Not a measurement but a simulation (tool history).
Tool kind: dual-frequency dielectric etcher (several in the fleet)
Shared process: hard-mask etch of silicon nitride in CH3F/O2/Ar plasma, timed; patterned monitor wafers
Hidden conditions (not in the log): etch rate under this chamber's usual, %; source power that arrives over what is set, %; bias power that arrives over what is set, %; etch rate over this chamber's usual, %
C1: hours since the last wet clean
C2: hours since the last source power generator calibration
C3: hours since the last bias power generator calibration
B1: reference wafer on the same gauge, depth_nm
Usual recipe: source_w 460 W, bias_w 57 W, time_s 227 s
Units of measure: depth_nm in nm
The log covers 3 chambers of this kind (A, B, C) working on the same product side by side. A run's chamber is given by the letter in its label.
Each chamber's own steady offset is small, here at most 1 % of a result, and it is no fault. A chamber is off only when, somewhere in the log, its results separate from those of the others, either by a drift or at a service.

Run 1A, hour 7.2: usual settings; C1 131.3; C2 2782.1; C3 651.5; B1 135.93. Result: depth_nm 156.46 nm.
Run 2B, hour 13.3: usual settings; C1 14.4; C2 1838.9; C3 3508.1; B1 135.92. Result: depth_nm 155.72 nm.
Run 3C, hour 18.1: usual settings; C1 391.8; C2 2112.3; C3 2426.5; B1 135.86. Result: depth_nm 154.59 nm.
Run 4B, hour 23.3: usual settings; C1 24.4; C2 1848.9; C3 3518.1; B1 135.88. Result: depth_nm 155.72 nm.
Run 5C, hour 30: usual settings; C1 403.7; C2 2124.2; C3 2438.4; B1 135.8. Result: depth_nm 155.02 nm.
Run 6A, hour 33.3: usual settings; C1 157.4; C2 2808.2; C3 677.6; B1 135.74. Result: depth_nm 156.08 nm.
Run 7B, hour 36.9: usual settings; C1 38; C2 1862.5; C3 3531.7; B1 135.77. Result: depth_nm 155.65 nm.
Run 8C, hour 41.6: usual settings; C1 415.3; C2 2135.8; C3 2450; B1 135.68. Result: depth_nm 154.88 nm.
Run 9A, hour 45.3: usual settings; C1 169.4; C2 2820.2; C3 689.6; B1 135.73. Result: depth_nm 156.49 nm.
Run 10A, hour 49.7: usual settings; C1 173.8; C2 2824.6; C3 694; B1 135.67. Result: depth_nm 156.35 nm.
Run 11C, hour 54.7: usual settings but source_w 350 W, bias_w 52 W; C1 428.4; C2 2148.9; C3 2463.1; B1 135.63. Result: depth_nm 135.18 nm.
Run 12B, hour 59.9: usual settings but source_w 350 W, bias_w 52 W; C1 61; C2 1885.5; C3 3554.7; B1 135.61. Result: depth_nm 136.05 nm.
Run 13C, hour 66.8: usual settings but source_w 350 W, bias_w 52 W; C1 440.5; C2 2161; C3 2475.2; B1 135.59. Result: depth_nm 135.07 nm.
Run 14B, hour 71.1: usual settings; C1 72.2; C2 1896.7; C3 3565.9; B1 135.5. Result: depth_nm 155.26 nm.
Run 15A, hour 74.2: usual settings; C1 198.3; C2 2849.1; C3 718.5; B1 135.48. Result: depth_nm 155.78 nm.
Run 16A, hour 78.4: usual settings; C1 202.5; C2 2853.3; C3 722.7; B1 135.51. Result: depth_nm 155.46 nm.
Run 17C, hour 85.2: usual settings; C1 458.9; C2 2179.4; C3 2493.6; B1 135.47. Result: depth_nm 154.38 nm.
Run 18B, hour 91.5: usual settings; C1 92.6; C2 1917.1; C3 3586.3; B1 135.41. Result: depth_nm 155.12 nm.
Run 19A, hour 97.5: usual settings; C1 221.6; C2 2872.4; C3 741.8; B1 135.43. Result: depth_nm 155.47 nm.
Run 20B, hour 101.2: usual settings but source_w 350 W; C1 102.3; C2 1926.8; C3 3596; B1 135.4. Result: depth_nm 139.42 nm.
Run 21C, hour 107.7: usual settings but source_w 350 W; C1 481.4; C2 2201.9; C3 2516.1; B1 135.3. Result: depth_nm 138.93 nm.
Run 22B, hour 112.2: usual settings but source_w 350 W; C1 113.3; C2 1937.8; C3 3607; B1 135.29. Result: depth_nm 139.98 nm.
Run 23C, hour 119.1: usual settings but bias_w 44 W; C1 492.8; C2 2213.3; C3 2527.5; B1 135.27. Result: depth_nm 142.19 nm.
Run 24A, hour 122.6: usual settings but bias_w 44 W; C1 246.7; C2 2897.5; C3 766.9; B1 135.17. Result: depth_nm 143.49 nm.

Decide between three cases: one chamber stands off from its peers, the gauge reading all wafers drifts, or nothing is wrong past each chamber's small offset. Where a chamber is off, say which and what most likely put it there.

The gauge drifts, so all chambers seem to drift together. No chamber is off.
Cause: gauge reads low (%) = 0.61.
